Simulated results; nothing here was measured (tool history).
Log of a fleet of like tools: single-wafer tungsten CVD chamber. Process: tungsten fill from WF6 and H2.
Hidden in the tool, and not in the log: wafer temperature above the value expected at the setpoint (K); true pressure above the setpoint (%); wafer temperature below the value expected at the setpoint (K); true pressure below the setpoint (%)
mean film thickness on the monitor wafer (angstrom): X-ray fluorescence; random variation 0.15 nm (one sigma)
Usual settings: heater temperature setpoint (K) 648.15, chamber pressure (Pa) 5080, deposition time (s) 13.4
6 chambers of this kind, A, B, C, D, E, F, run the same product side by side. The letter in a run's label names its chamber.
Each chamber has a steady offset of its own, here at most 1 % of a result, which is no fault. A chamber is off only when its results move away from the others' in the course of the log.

run     day  heater temperature setpoint (K)  chamber pressure (Pa)  deposition time (s)  hours since the last thermocouple change  hours since the last manometer calibration  read-back reference wafer on the same gauge, thickness_nm  mean film thickness on the monitor wafer (angstrom)
 1E   0.212                           648.15                   5080                 13.4                                    1690.0                                       406.9                                                     28.344                                               266.87
      0.512  -- chamber F: capacitance manometer re-zeroed and calibrated
 2A   0.517                           648.15                   5080                 13.4                                    1484.4                                       212.6                                                     28.301                                               264.37
 3F   0.988                           648.15                   5080                 13.4                                    1972.7                                        11.5                                                     28.303                                               270.10
 4D   1.438                           648.15                   5080                 13.4                                     835.8                                       652.9                                                     28.304                                               267.54
 5C   1.896                           648.15                   5080                 13.4                                    1274.5                                      1433.7                                                     28.286                                               265.22
 6B   2.225                           648.15                   5080                 13.4                                    2043.6                                       378.7                                                     28.237                                               265.46
 7B   2.471                           648.15                   5080                 13.4                                    2049.5                                       384.6                                                     28.281                                               265.58
 8F   2.758                           648.15                   5080                 13.4                                    2015.2                                        54.0                                                     28.306                                               268.45
 9C   3.221                           648.15                   5080                 13.4                                    1306.3                                      1465.5                                                     28.290                                               265.33
10D   3.621                           648.15                   5080                 13.4                                     888.2                                       705.3                                                     28.269                                               267.22
      3.938  -- chamber B: thermocouple changed; heater temperature recalibrated
11E   3.975                           648.15                   5080                 13.4                                    1780.3                                       497.2                                                     28.280                                               268.62
12A   4.408                           648.15                   5080                 13.4                                    1577.8                                       306.0                                                     28.291                                               266.68
13A   4.679                           648.15                   5080                 13.4                                    1584.3                                       312.5                                                     28.280                                               263.82
14C   5.012                           648.15                   5080                 13.4                                    1349.3                                      1508.5                                                     28.282                                               264.80
      5.396  -- chamber C: thermocouple changed; heater temperature recalibrated
15D   5.458                           648.15                   5080                 13.4                                     932.3                                       749.4                                                     28.266                                               267.78
16B   5.788                           648.15                   5080                 13.4                                      44.5                                       464.2                                                     28.325                                               267.16
17F   6.054                           648.15                   5080                 13.4                                    2094.3                                       133.1                                                     28.284                                               268.08
      6.108  -- chamber A: thermocouple changed; heater temperature recalibrated
18E   6.508                           648.15                   5080                 13.4                                    1841.1                                       558.0                                                     28.300                                               268.09
19C   6.883                           648.15                   5080                 13.4                                      35.7                                      1553.4                                                     28.313                                               245.60
20B   7.308                           639.15                   5080                 13.4                                      81.0                                       500.7                                                     28.316                                               217.50
21F   7.542                           639.15                   5080                 13.4                                    2130.0                                       168.8                                                     28.276                                               223.87
22A   7.862                           639.15                   5080                 13.4                                      42.1                                       388.9                                                     28.312                                               221.20
23D   8.233                           639.15                   5080                 13.4                                     998.9                                       816.0                                                     28.288                                               221.67
24E   8.529                           639.15                   5080                 13.4                                    1889.6                                       606.5                                                     28.334                                               220.96
25E   8.833                           639.15                   5080                 13.4                                    1896.9                                       613.8                                                     28.301                                               223.21
26A   9.079                           648.15                   5080                 13.4                                      71.3                                       418.1                                                     28.270                                               266.68
27B   9.542                           662.15                   3920                 13.4                                     134.6                                       554.3                                                     28.265                                               312.06
28F   9.904                           662.15                   3920                 13.4                                    2186.7                                       225.5                                                     28.327                                               314.57
     10.025  -- chamber C: capacitance manometer re-zeroed and calibrated
29C  10.212                           662.15                   3920                 13.4                                     115.6                                         4.5                                                     28.285                                               292.58
30D  10.412                           662.15                   3920                 13.4                                    1051.2                                       868.3                                                     28.275                                               316.14
31D  10.621                           662.15                   3920                 13.4                                    1056.2                                       873.3                                                     28.288                                               313.27
32F  10.921                           662.15                   3920                 13.4                                    2211.1                                       249.9                                                     28.305                                               312.79
33E  11.375                           648.15                   5080                 13.4                                    1957.9                                       674.8                                                     28.326                                               269.18
34B  11.704                           648.15                   5080                 13.4                                     186.5                                       606.2                                                     28.273                                               266.23
35C  12.029                           648.15                   5080                 13.4                                     159.2                                        48.1                                                     28.289                                               248.47
36A  12.367                           648.15                   5080                 13.4                                     150.2                                       497.0                                                     28.297                                               264.58
37B  12.688                           648.15                   5080                 13.4                                     210.1                                       629.8                                                     28.299                                               266.34
38E  12.900                           648.15                   5080                 13.4                                    1994.5                                       711.4                                                     28.297                                               265.12
39F  13.183                           648.15                   5080                 13.4                                    2265.4                                       304.2                                                     28.307                                               266.69
40A  13.433                           648.15                   5080                 13.4                                     175.8                                       522.6                                                     28.288                                               267.54
41C  13.800                           648.15                   5080                 13.4                                     201.7                                        90.6                                                     28.276                                               246.11

Next, every chamber runs the same settings. What will each give?
42A  14.138                           648.15                   5080                 13.4                                                                                                                                                                                                     ?
42B  14.138                           648.15                   5080                 13.4                                                                                                                                                                                                     ?
42C  14.138                           648.15                   5080                 13.4                                                                                                                                                                                                     ?
42D  14.138                           648.15                   5080                 13.4                                                                                                                                                                                                     ?
42E  14.138                           648.15                   5080                 13.4                                                                                                                                                                                                     ?
42F  14.138                           648.15                   5080                 13.4                                                                                                                                                                                                     ?

run  mean film thickness on the monitor wafer (angstrom)
42A                                               265.29
42B                                               264.79
42C                                               247.99
42D                                               268.42
42E                                               266.94
42F                                               267.30

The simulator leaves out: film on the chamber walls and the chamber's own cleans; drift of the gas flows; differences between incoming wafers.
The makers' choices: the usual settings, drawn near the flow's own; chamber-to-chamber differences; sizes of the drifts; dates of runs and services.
